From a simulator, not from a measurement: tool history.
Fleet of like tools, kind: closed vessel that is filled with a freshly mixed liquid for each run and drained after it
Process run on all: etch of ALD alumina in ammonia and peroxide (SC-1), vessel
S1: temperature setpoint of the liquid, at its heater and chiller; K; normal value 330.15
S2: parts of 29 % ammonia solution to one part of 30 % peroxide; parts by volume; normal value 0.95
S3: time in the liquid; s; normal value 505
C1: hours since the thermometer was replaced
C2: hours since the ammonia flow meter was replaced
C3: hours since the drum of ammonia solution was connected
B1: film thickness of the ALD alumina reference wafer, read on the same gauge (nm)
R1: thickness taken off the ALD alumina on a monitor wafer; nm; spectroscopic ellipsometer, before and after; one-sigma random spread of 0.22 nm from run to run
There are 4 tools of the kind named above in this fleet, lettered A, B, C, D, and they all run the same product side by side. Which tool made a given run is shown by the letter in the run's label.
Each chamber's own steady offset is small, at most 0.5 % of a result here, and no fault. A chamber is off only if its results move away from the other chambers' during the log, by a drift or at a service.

run    day      S1    S2   S3      C1     C2     C3      B1      R1
 1B  0.146  330.15  0.95  505   547.4  920.8  428.6  60.002  26.049
 2D  0.333  330.15  0.95  505    47.8  244.2   71.4  60.032  25.967
 3C  0.417  330.15  0.95  505   156.4  613.5  118.4  60.039  26.263
 4A  0.596  330.15  0.95  505   982.3  798.3  478.6  59.972  25.776
 5C  0.750  330.15  0.95  505   164.4  621.5  126.4  60.005  26.198
 6A  0.908  330.15  0.95  505   989.8  805.8  486.1  60.008  25.917
 7D  1.062  330.15  0.95  505    65.3  261.7   88.9  59.975  25.979
 8B  1.158  330.15  0.95  505   571.7  945.1  452.9  60.014  26.033
 9C  1.292  330.15  0.95  690   177.4  634.5  139.4  60.005  35.497
10B  1.379  330.15  0.95  690   577.0  950.4  458.2  60.042  36.790
11A  1.475  330.15  0.95  690  1003.4  819.4  499.7  60.036  35.696
12D  1.638  330.15  0.95  690    79.1  275.5  102.7  60.037  35.342
13A  1.817  330.15  0.95  380  1011.6  827.6  507.9  60.010  19.587
14B  1.975  330.15  0.95  380   591.3  964.7  472.5  60.007  20.770
15C  2.079  330.15  0.95  380   196.3  653.4  158.3  60.024  19.524
16D  2.221  330.15  0.95  380    93.1  289.5  116.7  60.026  19.453
17B  2.317  330.15  0.95  505   599.5  972.9  480.7  59.999  27.353
18C  2.438  330.15  0.95  505   204.9  662.0  166.9  59.975  26.156
19A  2.529  330.15  0.95  505  1028.7  844.7  525.0  60.033  26.066
20D  2.675  330.15  0.95  505   104.0  300.4  127.6  59.980  25.968
21C  2.771  330.15  0.95  505   212.9  670.0  174.9  60.028  26.175
22B  2.871  330.15  0.50  685   612.8  986.2  494.0  59.994  35.101
23A  3.054  330.15  0.50  685  1041.3  857.3  537.6  59.989  33.763
24D  3.212  330.15  0.50  685   116.9  313.3  140.5  60.015  33.346
25D  3.304  330.15  0.50  685   119.1  315.5  142.7  59.990  32.809
26A  3.404  330.15  0.95  505  1049.7  865.7  546.0  60.033  26.305
27C  3.583  330.15  0.95  505   232.4  689.5  194.4  60.045  26.269

Is one chamber out of step, is the gauge drifting, or do the chambers differ by no more than their own small offsets? For an off chamber, give its letter and the likeliest cause.

One chamber, B, drifts off from the rest bit by bit.
What lies behind it: liquid hotter than its thermometer reads (K) = 1.77.

Which of the 4 candidates below, each the usual settings with something changed and its results left as question marks, puts chamber B back in line with what the other chambers give on the usual settings?
In line here means within this much of the mean the other chambers give on the usual settings: R1 0.790 nm
28B-1  3.721  330.15  0.95  460                   ?
28B-2  3.721  329.65  0.95  505                   ?
28B-3  3.721  332.15  0.95  505                   ?
28B-4  3.721  330.65  0.95  515                   ?

Average result of the remaining chambers running the usual settings: R1 26.076 nm
  run      R1
28B-1  26.087
28B-2  27.921
28B-3  31.692
28B-4  29.955
28B-1 is the one that brings the chamber's results back in line with the other chambers.
